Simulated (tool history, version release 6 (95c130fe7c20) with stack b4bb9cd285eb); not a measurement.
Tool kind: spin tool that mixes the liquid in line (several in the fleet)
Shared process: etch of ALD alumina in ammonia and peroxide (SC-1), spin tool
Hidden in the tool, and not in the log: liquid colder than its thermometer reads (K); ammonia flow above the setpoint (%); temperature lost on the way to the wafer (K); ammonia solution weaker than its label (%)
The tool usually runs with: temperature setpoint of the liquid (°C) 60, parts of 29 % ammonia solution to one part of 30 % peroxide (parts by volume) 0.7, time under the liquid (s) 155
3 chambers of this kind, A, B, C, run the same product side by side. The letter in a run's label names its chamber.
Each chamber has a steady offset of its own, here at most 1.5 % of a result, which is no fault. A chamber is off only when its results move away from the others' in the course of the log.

| run | hour | temperature setpoint of the liquid (°C) | parts of 29 % ammonia solution to one part of 30 % peroxide (parts by volume) | time under the liquid (s) | hours since the thermometer was replaced | hours since the ammonia flow meter was replaced | hours since the heated supply line was repaired | hours since the drum of ammonia solution was connected | read-back film thickness of the ALD alumina reference wafer, read on the same gauge (nm) | thickness taken off the ALD alumina on a monitor wafer (nm) |
|---|---|---|---|---|---|---|---|---|---|---|
| 1B | 8.8 | 60 | 0.7 | 155 | 192.9 | 528.8 | 870.6 | 612.1 | 100.01 | 12.737 |
| 2C | 17.5 | 60 | 0.7 | 155 | 20.3 | 500.2 | 251.4 | 334.6 | 100 | 12.713 |
|  | 21.3 | chamber B: ammonia flow meter replaced |
| 3A | 24.9 | 60 | 0.7 | 155 | 818.7 | 512 | 3397.5 | 514 | 99.992 | 12.964 |
| 4B | 30 | 60 | 0.7 | 155 | 214.1 | 8.8 | 891.8 | 633.3 | 100 | 12.888 |
|  | 35.6 | chamber A: ammonia flow meter replaced |
| 5C | 36 | 60 | 0.7 | 155 | 38.8 | 518.7 | 269.9 | 353.1 | 100.06 | 12.748 |
| 6A | 43.5 | 60 | 0.7 | 155 | 837.3 | 7.9 | 3416.1 | 532.6 | 100.01 | 12.831 |
| 7B | 48.7 | 60 | 0.7 | 155 | 232.8 | 27.5 | 910.5 | 652 | 100.02 | 12.765 |
| 8A | 59.4 | 60 | 0.7 | 155 | 853.2 | 23.8 | 3432 | 548.5 | 100.03 | 12.924 |
| 9C | 67 | 60 | 0.7 | 155 | 69.8 | 549.7 | 300.9 | 384.1 | 99.976 | 12.937 |
| 10C | 73.4 | 60 | 0.7 | 155 | 76.2 | 556.1 | 307.3 | 390.5 | 100.01 | 12.721 |
| 11B | 80 | 60 | 0.7 | 155 | 264.1 | 58.8 | 941.8 | 683.3 | 100.01 | 12.875 |
| 12A | 88.5 | 60 | 0.7 | 155 | 882.3 | 52.9 | 3461.1 | 577.6 | 99.995 | 12.666 |
| 13C | 98 | 60 | 0.7 | 155 | 100.8 | 580.7 | 331.9 | 415.1 | 99.994 | 12.627 |
| 14A | 103.4 | 60 | 0.7 | 155 | 897.2 | 67.8 | 3476 | 592.5 | 99.939 | 12.901 |
| 15B | 113.4 | 60 | 0.7 | 155 | 297.5 | 92.2 | 975.2 | 716.7 | 100.02 | 12.783 |
| 16B | 122.4 | 60 | 0.85 | 105 | 306.5 | 101.2 | 984.2 | 725.7 | 99.996 | 8.9253 |
| 17A | 127.7 | 60 | 0.85 | 105 | 921.5 | 92.1 | 3500.3 | 616.8 | 99.978 | 8.8491 |
| 18C | 138 | 60 | 0.85 | 105 | 140.8 | 620.7 | 371.9 | 455.1 | 100 | 8.8863 |
| 19C | 148 | 60 | 0.7 | 155 | 150.8 | 630.7 | 381.9 | 465.1 | 100.01 | 12.573 |
| 20B | 155.5 | 60 | 0.7 | 155 | 339.6 | 134.3 | 1017.3 | 758.8 | 100 | 12.755 |
| 21A | 162.6 | 60 | 0.7 | 105 | 956.4 | 127 | 3535.2 | 651.7 | 99.986 | 8.6874 |
| 22B | 172.1 | 60 | 0.7 | 105 | 356.2 | 150.9 | 1033.9 | 775.4 | 100.04 | 8.5103 |
| 23A | 180.6 | 60 | 0.7 | 105 | 974.4 | 145 | 3553.2 | 669.7 | 99.979 | 8.627 |
| 24C | 185.9 | 60 | 0.7 | 155 | 188.7 | 668.6 | 419.8 | 503 | 99.969 | 12.839 |
| 25B | 194.9 | 60 | 0.7 | 155 | 379 | 173.7 | 1056.7 | 798.2 | 100.01 | 12.364 |
| 26A | 204.7 | 60 | 0.7 | 155 | 998.5 | 169.1 | 3577.3 | 693.8 | 100.01 | 12.956 |
| 27C | 211.5 | 60 | 0.7 | 155 | 214.3 | 694.2 | 445.4 | 528.6 | 99.996 | 12.697 |
| 28B | 217.7 | 60 | 0.7 | 155 | 401.8 | 196.5 | 1079.5 | 821 | 100.01 | 12.23 |
| 29C | 225 | 64 | 0.85 | 155 | 227.8 | 707.7 | 458.9 | 542.1 | 100 | 15.858 |
| 30A | 232.6 | 64 | 0.85 | 155 | 1026.4 | 197 | 3605.2 | 721.7 | 99.992 | 15.947 |
| 31C | 241.3 | 64 | 0.85 | 155 | 244.1 | 724 | 475.2 | 558.4 | 100 | 15.739 |
| 32B | 249 | 60 | 0.7 | 155 | 433.1 | 227.8 | 1110.8 | 852.3 | 99.994 | 12.191 |
| 33A | 257.5 | 60 | 0.7 | 155 | 1051.3 | 221.9 | 3630.1 | 746.6 | 99.973 | 12.857 |
| 34C | 262.9 | 60 | 0.7 | 155 | 265.7 | 745.6 | 496.8 | 580 | 100 | 12.545 |
|  | 270.4 | chamber C: new drum of ammonia solution connected |
| 35B | 271.7 | 60 | 0.7 | 155 | 455.8 | 250.5 | 1133.5 | 875 | 100.02 | 12.24 |
| 36A | 282.6 | 60 | 0.7 | 155 | 1076.4 | 247 | 3655.2 | 771.7 | 99.934 | 12.819 |
| 37A | 292 | 60 | 0.7 | 155 | 1085.8 | 256.4 | 3664.6 | 781.1 | 99.963 | 12.599 |
| 38C | 301.3 | 60 | 0.7 | 155 | 304.1 | 784 | 535.2 | 30.9 | 99.985 | 12.637 |
| 39B | 308.1 | 60 | 0.7 | 155 | 492.2 | 286.9 | 1169.9 | 911.4 | 99.999 | 12.01 |
| 40A | 315.5 | 60 | 0.35 | 245 | 1109.3 | 279.9 | 3688.1 | 804.6 | 100.05 | 18.754 |
| 41C | 325.5 | 60 | 0.35 | 245 | 328.3 | 808.2 | 559.4 | 55.1 | 100.01 | 18.307 |
| 42B | 334.3 | 60 | 0.35 | 245 | 518.4 | 313.1 | 1196.1 | 937.6 | 99.97 | 17.684 |

Next, every chamber runs the same settings. What will each give?
| 43A | 342.2 | 60 | 0.7 | 155 |  |  |  |  |  | ? |
| 43B | 342.2 | 60 | 0.7 | 155 |  |  |  |  |  | ? |
| 43C | 342.2 | 60 | 0.7 | 155 |  |  |  |  |  | ? |

| run | thickness taken off the ALD alumina on a monitor wafer (nm) |
|---|---|
| 43A | 12.732 |
| 43B | 11.743 |
| 43C | 12.716 |
